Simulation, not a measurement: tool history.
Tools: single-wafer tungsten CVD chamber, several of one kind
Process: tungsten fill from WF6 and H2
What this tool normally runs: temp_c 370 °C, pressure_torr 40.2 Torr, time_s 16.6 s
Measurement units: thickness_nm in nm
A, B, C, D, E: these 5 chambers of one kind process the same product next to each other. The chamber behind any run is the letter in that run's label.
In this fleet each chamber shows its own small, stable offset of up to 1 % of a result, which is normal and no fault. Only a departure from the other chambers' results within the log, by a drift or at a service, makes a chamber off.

run,hour,temp_c,pressure_torr,time_s,hours since the last thermocouple change,hours since the last manometer calibration,"read-back reference wafer on the same gauge, thickness_nm",thickness_nm
1D,13.5,370,40.2,16.6,1882.9,515.8,29.614,30.148
2B,28.8,370,40.2,16.6,868.5,1094.2,29.64,30.235
3A,37.4,370,40.2,16.6,341.7,704,29.609,30.497
4E,45.7,370,40.2,16.6,694.2,225.9,29.633,30.03
5C,61,382,31.9,16.6,822.4,437.8,29.607,34.989
6A,69.9,382,31.9,16.6,374.2,736.5,29.613,35.036
7B,83,382,31.9,16.6,922.7,1148.4,29.596,34.708
8C,95.1,382,31.9,16.6,856.5,471.9,29.616,34.907
9D,103.8,382,31.9,16.6,1973.2,606.1,29.553,34.57
# hour 113.8: chamber D: thermocouple changed; heater temperature recalibrated
10E,117.5,361,34.7,16.6,766,297.7,29.569,23.126
11A,128.3,361,34.7,16.6,432.6,794.9,29.598,23.38
12C,143.5,361,34.7,16.6,904.9,520.3,29.614,23.555
13B,158.5,361,34.7,16.6,998.2,1223.9,29.59,23.266
14E,166,361,34.7,16.6,814.5,346.2,29.617,23.271
15D,172.7,370,31.3,16.6,59,675,29.605,26.933
16A,181.6,370,31.3,16.6,485.9,848.2,29.555,26.945
17C,194.3,370,31.3,16.6,955.7,571.1,29.623,27.292
18D,201.4,370,31.3,16.6,87.7,703.7,29.617,26.845
19B,214.9,370,31.3,16.6,1054.6,1280.3,29.578,26.94
20E,223.5,370,40.2,16.6,872,403.7,29.593,30.376
21E,234.3,370,40.2,16.6,882.8,414.5,29.596,30.346
22B,244.8,370,40.2,16.6,1084.5,1310.2,29.608,30.295
23D,255,370,40.2,16.6,141.3,757.3,29.584,30.161
24A,262.4,370,40.2,16.6,566.7,929,29.612,30.363
25C,276.9,370,40.2,16.6,1038.3,653.7,29.603,30.488
26B,289.4,370,40.2,16.6,1129.1,1354.8,29.601,30.29
27E,301.8,370,40.2,16.6,950.3,482,29.572,30.32
28A,310.8,370,40.2,16.6,615.1,977.4,29.591,30.454
29C,317.7,370,40.2,16.6,1079.1,694.5,29.615,30.455
30D,328.7,370,32.1,15,215,831,29.577,24.625
31B,337.6,370,32.1,15,1177.3,1403,29.588,24.614
32C,348.7,370,32.1,15,1110.1,725.5,29.582,24.701

Decide between three cases: one chamber stands off from its peers, the gauge reading all wafers drifts, or nothing is wrong past each chamber's small offset. Where a chamber is off, say which and what most likely put it there.

Neither any chamber nor the gauge drifts; the chambers differ only by their own small, steady offsets.
